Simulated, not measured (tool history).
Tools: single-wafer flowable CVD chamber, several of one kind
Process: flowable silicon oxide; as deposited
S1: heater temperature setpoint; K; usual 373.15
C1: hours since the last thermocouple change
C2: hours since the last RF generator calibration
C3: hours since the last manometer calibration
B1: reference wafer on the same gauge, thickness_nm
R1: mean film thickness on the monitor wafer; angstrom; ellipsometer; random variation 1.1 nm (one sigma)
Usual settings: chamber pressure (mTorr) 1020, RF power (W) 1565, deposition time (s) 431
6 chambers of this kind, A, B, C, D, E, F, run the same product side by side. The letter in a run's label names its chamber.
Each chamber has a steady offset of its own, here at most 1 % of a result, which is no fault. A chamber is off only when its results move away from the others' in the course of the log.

run 1D hour=3.2 | S1=373.15 chamber_pressure_(mTorr)=1020 RF_power_(W)=1565 deposition_time_(s)=431 | C1=803.4 C2=478.4 C3=2027.6 | B1=279.08 | R1=3310.1
run 2A hour=6.3 | S1=373.15 chamber_pressure_(mTorr)=1020 RF_power_(W)=1565 deposition_time_(s)=431 | C1=1606.4 C2=606.8 C3=1463.7 | B1=278.93 | R1=3356.1
run 3C hour=9.1 | S1=373.15 chamber_pressure_(mTorr)=1020 RF_power_(W)=1565 deposition_time_(s)=431 | C1=283.3 C2=955.8 C3=636.6 | B1=279.09 | R1=3323.5
run 4B hour=12.4 | S1=373.15 chamber_pressure_(mTorr)=1020 RF_power_(W)=1565 deposition_time_(s)=431 | C1=1226.4 C2=774.4 C3=400.3 | B1=279.09 | R1=3334.3
run 5E hour=15.5 | S1=373.15 chamber_pressure_(mTorr)=1020 RF_power_(W)=1565 deposition_time_(s)=431 | C1=1479.6 C2=37.7 C3=730.7 | B1=278.86 | R1=3322.0
run 6F hour=20.5 | S1=373.15 chamber_pressure_(mTorr)=1020 RF_power_(W)=1565 deposition_time_(s)=431 | C1=814.1 C2=706.9 C3=1509.0 | B1=278.92 | R1=3337.4
run 7F hour=24.0 | S1=373.15 chamber_pressure_(mTorr)=1020 RF_power_(W)=1670 deposition_time_(s)=431 | C1=817.6 C2=710.4 C3=1512.5 | B1=278.99 | R1=3403.2
run 8A hour=26.5 | S1=373.15 chamber_pressure_(mTorr)=1020 RF_power_(W)=1670 deposition_time_(s)=431 | C1=1626.6 C2=627.0 C3=1483.9 | B1=278.97 | R1=3422.6
run 9D hour=31.7 | S1=373.15 chamber_pressure_(mTorr)=1020 RF_power_(W)=1670 deposition_time_(s)=431 | C1=831.9 C2=506.9 C3=2056.1 | B1=278.94 | R1=3360.8
run 10C hour=37.1 | S1=373.15 chamber_pressure_(mTorr)=1020 RF_power_(W)=1670 deposition_time_(s)=431 | C1=311.3 C2=983.8 C3=664.6 | B1=278.99 | R1=3386.6
run 11E hour=39.7 | S1=373.15 chamber_pressure_(mTorr)=1020 RF_power_(W)=1670 deposition_time_(s)=431 | C1=1503.8 C2=61.9 C3=754.9 | B1=279.00 | R1=3386.7
run 12B hour=42.3 | S1=373.15 chamber_pressure_(mTorr)=1020 RF_power_(W)=1670 deposition_time_(s)=431 | C1=1256.3 C2=804.3 C3=430.2 | B1=278.86 | R1=3399.1
-- hour=45.0 chamber D: thermocouple changed; heater temperature recalibrated
run 13D hour=45.6 | S1=373.15 chamber_pressure_(mTorr)=1020 RF_power_(W)=1565 deposition_time_(s)=431 | C1=0.7 C2=520.8 C3=2070.0 | B1=278.97 | R1=3172.2
run 14B hour=48.2 | S1=373.15 chamber_pressure_(mTorr)=1020 RF_power_(W)=1565 deposition_time_(s)=431 | C1=1262.2 C2=810.2 C3=436.1 | B1=279.36 | R1=3349.6
run 15C hour=51.4 | S1=373.15 chamber_pressure_(mTorr)=1020 RF_power_(W)=1565 deposition_time_(s)=431 | C1=325.6 C2=998.1 C3=678.9 | B1=278.99 | R1=3327.9
run 16A hour=54.5 | S1=373.15 chamber_pressure_(mTorr)=1020 RF_power_(W)=1565 deposition_time_(s)=431 | C1=1654.6 C2=655.0 C3=1511.9 | B1=278.84 | R1=3347.8
run 17F hour=57.5 | S1=373.15 chamber_pressure_(mTorr)=1020 RF_power_(W)=1565 deposition_time_(s)=502 | C1=851.1 C2=743.9 C3=1546.0 | B1=279.19 | R1=3888.2
run 18E hour=62.5 | S1=373.15 chamber_pressure_(mTorr)=1020 RF_power_(W)=1565 deposition_time_(s)=502 | C1=1526.6 C2=84.7 C3=777.7 | B1=278.88 | R1=3861.5
run 19D hour=66.2 | S1=373.15 chamber_pressure_(mTorr)=1020 RF_power_(W)=1565 deposition_time_(s)=502 | C1=21.3 C2=541.4 C3=2090.6 | B1=278.92 | R1=3703.1
run 20F hour=71.5 | S1=373.15 chamber_pressure_(mTorr)=1020 RF_power_(W)=1565 deposition_time_(s)=502 | C1=865.1 C2=757.9 C3=1560.0 | B1=278.92 | R1=3890.5
run 21A hour=74.1 | S1=373.15 chamber_pressure_(mTorr)=1020 RF_power_(W)=1565 deposition_time_(s)=502 | C1=1674.2 C2=674.6 C3=1531.5 | B1=279.00 | R1=3890.0
run 22E hour=79.5 | S1=373.15 chamber_pressure_(mTorr)=1020 RF_power_(W)=1565 deposition_time_(s)=502 | C1=1543.6 C2=101.7 C3=794.7 | B1=279.02 | R1=3870.7
run 23C hour=83.3 | S1=373.15 chamber_pressure_(mTorr)=1020 RF_power_(W)=1565 deposition_time_(s)=431 | C1=357.5 C2=1030.0 C3=710.8 | B1=278.94 | R1=3315.1
run 24B hour=86.2 | S1=373.15 chamber_pressure_(mTorr)=1020 RF_power_(W)=1565 deposition_time_(s)=431 | C1=1300.2 C2=848.2 C3=474.1 | B1=278.82 | R1=3357.3
run 25D hour=89.8 | S1=373.15 chamber_pressure_(mTorr)=1020 RF_power_(W)=1565 deposition_time_(s)=431 | C1=44.9 C2=565.0 C3=2114.2 | B1=278.85 | R1=3165.5
run 26C hour=92.4 | S1=373.15 chamber_pressure_(mTorr)=1020 RF_power_(W)=1565 deposition_time_(s)=431 | C1=366.6 C2=1039.1 C3=719.9 | B1=278.91 | R1=3309.4
run 27F hour=96.4 | S1=373.15 chamber_pressure_(mTorr)=1020 RF_power_(W)=1565 deposition_time_(s)=431 | C1=890.0 C2=782.8 C3=1584.9 | B1=278.97 | R1=3359.8
run 28A hour=99.2 | S1=373.15 chamber_pressure_(mTorr)=1020 RF_power_(W)=1565 deposition_time_(s)=431 | C1=1699.3 C2=699.7 C3=1556.6 | B1=279.17 | R1=3339.9
run 29B hour=102.9 | S1=373.15 chamber_pressure_(mTorr)=1020 RF_power_(W)=1565 deposition_time_(s)=431 | C1=1316.9 C2=864.9 C3=490.8 | B1=279.11 | R1=3352.5
run 30E hour=108.1 | S1=373.15 chamber_pressure_(mTorr)=1020 RF_power_(W)=1565 deposition_time_(s)=431 | C1=1572.2 C2=130.3 C3=823.3 | B1=279.12 | R1=3300.8
run 31A hour=110.5 | S1=373.15 chamber_pressure_(mTorr)=1020 RF_power_(W)=1565 deposition_time_(s)=431 | C1=1710.6 C2=711.0 C3=1567.9 | B1=279.06 | R1=3352.7
run 32E hour=115.5 | S1=373.15 chamber_pressure_(mTorr)=1020 RF_power_(W)=1565 deposition_time_(s)=431 | C1=1579.6 C2=137.7 C3=830.7 | B1=279.36 | R1=3315.1
run 33F hour=118.5 | S1=373.15 chamber_pressure_(mTorr)=1020 RF_power_(W)=1565 deposition_time_(s)=431 | C1=912.1 C2=804.9 C3=1607.0 | B1=279.01 | R1=3326.9
run 34C hour=121.5 | S1=373.15 chamber_pressure_(mTorr)=1020 RF_power_(W)=1565 deposition_time_(s)=431 | C1=395.7 C2=1068.2 C3=749.0 | B1=278.95 | R1=3326.0
run 35B hour=125.9 | S1=373.15 chamber_pressure_(mTorr)=1020 RF_power_(W)=1565 deposition_time_(s)=431 | C1=1339.9 C2=887.9 C3=513.8 | B1=278.93 | R1=3337.0
run 36D hour=130.8 | S1=373.15 chamber_pressure_(mTorr)=1020 RF_power_(W)=1565 deposition_time_(s)=431 | C1=85.9 C2=606.0 C3=2155.2 | B1=279.28 | R1=3179.6

Is one chamber off against the others, does the gauge drift, or is nothing wrong? If a chamber is off, say which, and what the likeliest cause is.

A service left chamber D off against the others.
Cause: wafer temperature above the value expected at the setpoint (K) = 1.22.

Here are 4 candidates for chamber D's next run, each the usual settings with a change, their results left as question marks. Which one brings its results back in line with what the others give on the usual settings?
In line means no further than this from the other chambers' mean on the usual settings: R1 38.0 angstrom
run 37D-1 hour=134.7 | S1=373.15 chamber_pressure_(mTorr)=1020 RF_power_(W)=1555 deposition_time_(s)=423 | R1=?
run 37D-2 hour=134.7 | S1=372.15 chamber_pressure_(mTorr)=1030 RF_power_(W)=1565 deposition_time_(s)=431 | R1=?
run 37D-3 hour=134.7 | S1=373.15 chamber_pressure_(mTorr)=1020 RF_power_(W)=1665 deposition_time_(s)=431 | R1=?
run 37D-4 hour=134.7 | S1=373.15 chamber_pressure_(mTorr)=1020 RF_power_(W)=1545 deposition_time_(s)=412 | R1=?

The other chambers' mean on the usual settings: R1 3335.6 angstrom
run=37D-1 R1=3110.8
run=37D-2 R1=3324.0
run=37D-3 R1=3229.8
run=37D-4 R1=3024.5
37D-2 brings the chamber back in line.

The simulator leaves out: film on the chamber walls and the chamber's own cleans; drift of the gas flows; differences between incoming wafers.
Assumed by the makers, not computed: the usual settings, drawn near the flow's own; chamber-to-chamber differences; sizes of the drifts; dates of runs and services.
